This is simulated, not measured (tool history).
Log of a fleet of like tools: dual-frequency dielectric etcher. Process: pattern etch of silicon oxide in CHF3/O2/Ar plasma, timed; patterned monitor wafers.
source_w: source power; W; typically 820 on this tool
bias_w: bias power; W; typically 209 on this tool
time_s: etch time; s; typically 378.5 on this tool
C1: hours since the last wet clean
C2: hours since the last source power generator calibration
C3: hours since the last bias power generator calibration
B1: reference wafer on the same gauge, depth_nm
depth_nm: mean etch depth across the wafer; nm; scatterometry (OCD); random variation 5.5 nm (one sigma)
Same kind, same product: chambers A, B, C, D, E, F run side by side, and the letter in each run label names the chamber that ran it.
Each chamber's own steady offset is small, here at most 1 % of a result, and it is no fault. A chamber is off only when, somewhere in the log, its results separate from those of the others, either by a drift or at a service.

{"run": "1B", "day": 0.371, "source_w": 820, "bias_w": 209, "time_s": 378.5, "C1": 191.3, "C2": 17, "C3": 2852.4, "B1": 847.37, "depth_nm": 896.6}
{"run": "2C", "day": 0.771, "source_w": 820, "bias_w": 209, "time_s": 378.5, "C1": 448.6, "C2": 1610.2, "C3": 467.7, "B1": 847.36, "depth_nm": 886.38}
{"run": "3E", "day": 1.2, "source_w": 820, "bias_w": 209, "time_s": 378.5, "C1": 425.1, "C2": 1318.6, "C3": 287.5, "B1": 847.33, "depth_nm": 879.54}
{"run": "4D", "day": 1.783, "source_w": 820, "bias_w": 209, "time_s": 378.5, "C1": 220.3, "C2": 1652.6, "C3": 729, "B1": 848.14, "depth_nm": 888.51}
{"run": "5F", "day": 2.2, "source_w": 660, "bias_w": 209, "time_s": 324.5, "C1": 393, "C2": 1563.3, "C3": 1846.4, "B1": 846.85, "depth_nm": 697.9}
{"run": "6A", "day": 2.738, "source_w": 660, "bias_w": 209, "time_s": 324.5, "C1": 321.2, "C2": 3489.1, "C3": 3186.8, "B1": 845.55, "depth_nm": 691.4}
{"run": "7B", "day": 3.183, "source_w": 660, "bias_w": 209, "time_s": 324.5, "C1": 258.8, "C2": 84.5, "C3": 2919.9, "B1": 847.31, "depth_nm": 706.59}
{"day": 3.692, "done": "chamber C: wet clean of the chamber"}
{"run": "8A", "day": 3.708, "source_w": 660, "bias_w": 209, "time_s": 324.5, "C1": 344.5, "C2": 3512.4, "C3": 3210.1, "B1": 846.77, "depth_nm": 703.2}
{"run": "9D", "day": 4.262, "source_w": 660, "bias_w": 209, "time_s": 324.5, "C1": 279.8, "C2": 1712.1, "C3": 788.5, "B1": 845.56, "depth_nm": 700.24}
{"run": "10E", "day": 4.821, "source_w": 660, "bias_w": 209, "time_s": 324.5, "C1": 512, "C2": 1405.5, "C3": 374.4, "B1": 847.49, "depth_nm": 705.41}
{"run": "11C", "day": 5.304, "source_w": 820, "bias_w": 209, "time_s": 378.5, "C1": 38.8, "C2": 1719, "C3": 576.5, "B1": 846.58, "depth_nm": 877.94}
{"run": "12F", "day": 5.617, "source_w": 820, "bias_w": 209, "time_s": 378.5, "C1": 475, "C2": 1645.3, "C3": 1928.4, "B1": 846.38, "depth_nm": 874.69}
{"run": "13A", "day": 6.021, "source_w": 820, "bias_w": 209, "time_s": 378.5, "C1": 400, "C2": 3567.9, "C3": 3265.6, "B1": 846.42, "depth_nm": 884.45}
{"run": "14B", "day": 6.458, "source_w": 820, "bias_w": 248, "time_s": 309.5, "C1": 337.4, "C2": 163.1, "C3": 2998.5, "B1": 847.84, "depth_nm": 775.95}
{"run": "15D", "day": 6.75, "source_w": 820, "bias_w": 248, "time_s": 309.5, "C1": 339.5, "C2": 1771.8, "C3": 848.2, "B1": 847.23, "depth_nm": 761.79}
{"run": "16E", "day": 7.412, "source_w": 820, "bias_w": 248, "time_s": 309.5, "C1": 574.2, "C2": 1467.7, "C3": 436.6, "B1": 847.73, "depth_nm": 774.79}
{"run": "17F", "day": 8.058, "source_w": 820, "bias_w": 248, "time_s": 309.5, "C1": 533.6, "C2": 1703.9, "C3": 1987, "B1": 848.04, "depth_nm": 760.8}
{"run": "18C", "day": 8.688, "source_w": 820, "bias_w": 248, "time_s": 309.5, "C1": 120, "C2": 1800.2, "C3": 657.7, "B1": 848.32, "depth_nm": 764.86}
{"run": "19F", "day": 8.996, "source_w": 820, "bias_w": 248, "time_s": 309.5, "C1": 556.1, "C2": 1726.4, "C3": 2009.5, "B1": 847.27, "depth_nm": 771.9}
{"run": "20B", "day": 9.496, "source_w": 820, "bias_w": 209, "time_s": 418.5, "C1": 410.3, "C2": 236, "C3": 3071.4, "B1": 847.51, "depth_nm": 995.13}
{"run": "21D", "day": 9.908, "source_w": 820, "bias_w": 209, "time_s": 418.5, "C1": 415.3, "C2": 1847.6, "C3": 924, "B1": 847.35, "depth_nm": 982.84}
{"run": "22A", "day": 10.367, "source_w": 820, "bias_w": 209, "time_s": 418.5, "C1": 504.3, "C2": 3672.2, "C3": 3369.9, "B1": 846.15, "depth_nm": 979.47}
{"run": "23E", "day": 11.025, "source_w": 820, "bias_w": 209, "time_s": 418.5, "C1": 660.9, "C2": 1554.4, "C3": 523.3, "B1": 845.69, "depth_nm": 982.69}
{"day": 11.058, "done": "chamber E: source power generator calibrated"}
{"day": 11.446, "done": "chamber E: wet clean of the chamber"}
{"run": "24C", "day": 11.629, "source_w": 820, "bias_w": 209, "time_s": 418.5, "C1": 190.6, "C2": 1870.8, "C3": 728.3, "B1": 847.94, "depth_nm": 977.67}
{"run": "25A", "day": 12.021, "source_w": 820, "bias_w": 209, "time_s": 418.5, "C1": 544, "C2": 3711.9, "C3": 3409.6, "B1": 847.05, "depth_nm": 981.04}
{"run": "26F", "day": 12.688, "source_w": 820, "bias_w": 209, "time_s": 378.5, "C1": 644.7, "C2": 1815, "C3": 2098.1, "B1": 846.6, "depth_nm": 882.22}
{"day": 12.892, "done": "chamber A: wet clean of the chamber"}
{"run": "27D", "day": 13.358, "source_w": 820, "bias_w": 209, "time_s": 378.5, "C1": 498.1, "C2": 1930.4, "C3": 1006.8, "B1": 846.51, "depth_nm": 865.4}
{"day": 13.492, "done": "chamber F: wet clean of the chamber"}
{"day": 13.95, "done": "chamber B: wet clean of the chamber"}
{"run": "28E", "day": 13.971, "source_w": 820, "bias_w": 209, "time_s": 378.5, "C1": 60.6, "C2": 70, "C3": 594, "B1": 848.45, "depth_nm": 887.35}
{"run": "29B", "day": 14.508, "source_w": 640, "bias_w": 228, "time_s": 378.5, "C1": 13.5, "C2": 356.3, "C3": 3191.7, "B1": 845.66, "depth_nm": 844.82}
{"run": "30C", "day": 15.071, "source_w": 640, "bias_w": 228, "time_s": 378.5, "C1": 273.2, "C2": 1953.4, "C3": 810.9, "B1": 846.78, "depth_nm": 828.29}
{"run": "31C", "day": 15.45, "source_w": 640, "bias_w": 228, "time_s": 378.5, "C1": 282.3, "C2": 1962.5, "C3": 820, "B1": 845.42, "depth_nm": 833.52}
{"day": 15.742, "done": "chamber A: bias power generator calibrated"}
{"run": "32F", "day": 15.858, "source_w": 640, "bias_w": 228, "time_s": 378.5, "C1": 56.9, "C2": 1891.1, "C3": 2174.2, "B1": 846.51, "depth_nm": 828.46}
{"run": "33E", "day": 16.333, "source_w": 640, "bias_w": 228, "time_s": 378.5, "C1": 117.3, "C2": 126.7, "C3": 650.7, "B1": 846.56, "depth_nm": 836.79}
{"run": "34A", "day": 16.912, "source_w": 640, "bias_w": 228, "time_s": 378.5, "C1": 96.5, "C2": 3829.3, "C3": 28.2, "B1": 848.07, "depth_nm": 822.64}
{"run": "35D", "day": 17.383, "source_w": 820, "bias_w": 209, "time_s": 378.5, "C1": 594.7, "C2": 2027, "C3": 1103.4, "B1": 846.97, "depth_nm": 860.94}
{"run": "36B", "day": 17.7, "source_w": 820, "bias_w": 209, "time_s": 378.5, "C1": 90.1, "C2": 432.9, "C3": 3268.3, "B1": 846.19, "depth_nm": 900.5}
{"run": "37C", "day": 18.054, "source_w": 940, "bias_w": 209, "time_s": 378.5, "C1": 344.8, "C2": 2025, "C3": 882.5, "B1": 847.19, "depth_nm": 930.84}
{"run": "38A", "day": 18.675, "source_w": 940, "bias_w": 209, "time_s": 378.5, "C1": 138.8, "C2": 3871.6, "C3": 70.5, "B1": 846.02, "depth_nm": 931.55}
{"run": "39F", "day": 19.104, "source_w": 940, "bias_w": 209, "time_s": 378.5, "C1": 134.8, "C2": 1969, "C3": 2252.1, "B1": 845.89, "depth_nm": 929.89}
{"run": "40E", "day": 19.546, "source_w": 940, "bias_w": 209, "time_s": 378.5, "C1": 194.4, "C2": 203.8, "C3": 727.8, "B1": 847.04, "depth_nm": 927.52}

Has any chamber moved away from the others, gradually or after a service, or does the common gauge drift, or do the chambers differ only by their own small steady offsets? State the chamber and the most likely cause if one applies.

It is chamber D that slowly wanders off from its peers.
Most likely cause: etch rate under this chamber's usual, % = 3.88.

Chamber D could run next with any of the 4 candidate recipes listed below; each alters the usual settings, and their results appear as question marks. Which one brings its results back in line with what the other chambers deliver on the usual settings?
Allowed miss from the other chambers' usual-settings mean, per result, to count as in line: depth_nm 19 nm
{"run": "41D-1", "day": 20.025, "source_w": 660, "bias_w": 209, "time_s": 378.5, "depth_nm": "?"}
{"run": "41D-2", "day": 20.025, "source_w": 840, "bias_w": 209, "time_s": 407, "depth_nm": "?"}
{"run": "41D-3", "day": 20.025, "source_w": 830, "bias_w": 211, "time_s": 392, "depth_nm": "?"}
{"run": "41D-4", "day": 20.025, "source_w": 730, "bias_w": 209, "time_s": 378.5, "depth_nm": "?"}

The other chambers' mean on the usual settings: depth_nm 885.73 nm
run=41D-1 depth_nm=780.11
run=41D-2 depth_nm=918.32
run=41D-3 depth_nm=883.31
run=41D-4 depth_nm=810.12
41D-3 is the one that brings the chamber's results back in line with the other chambers.
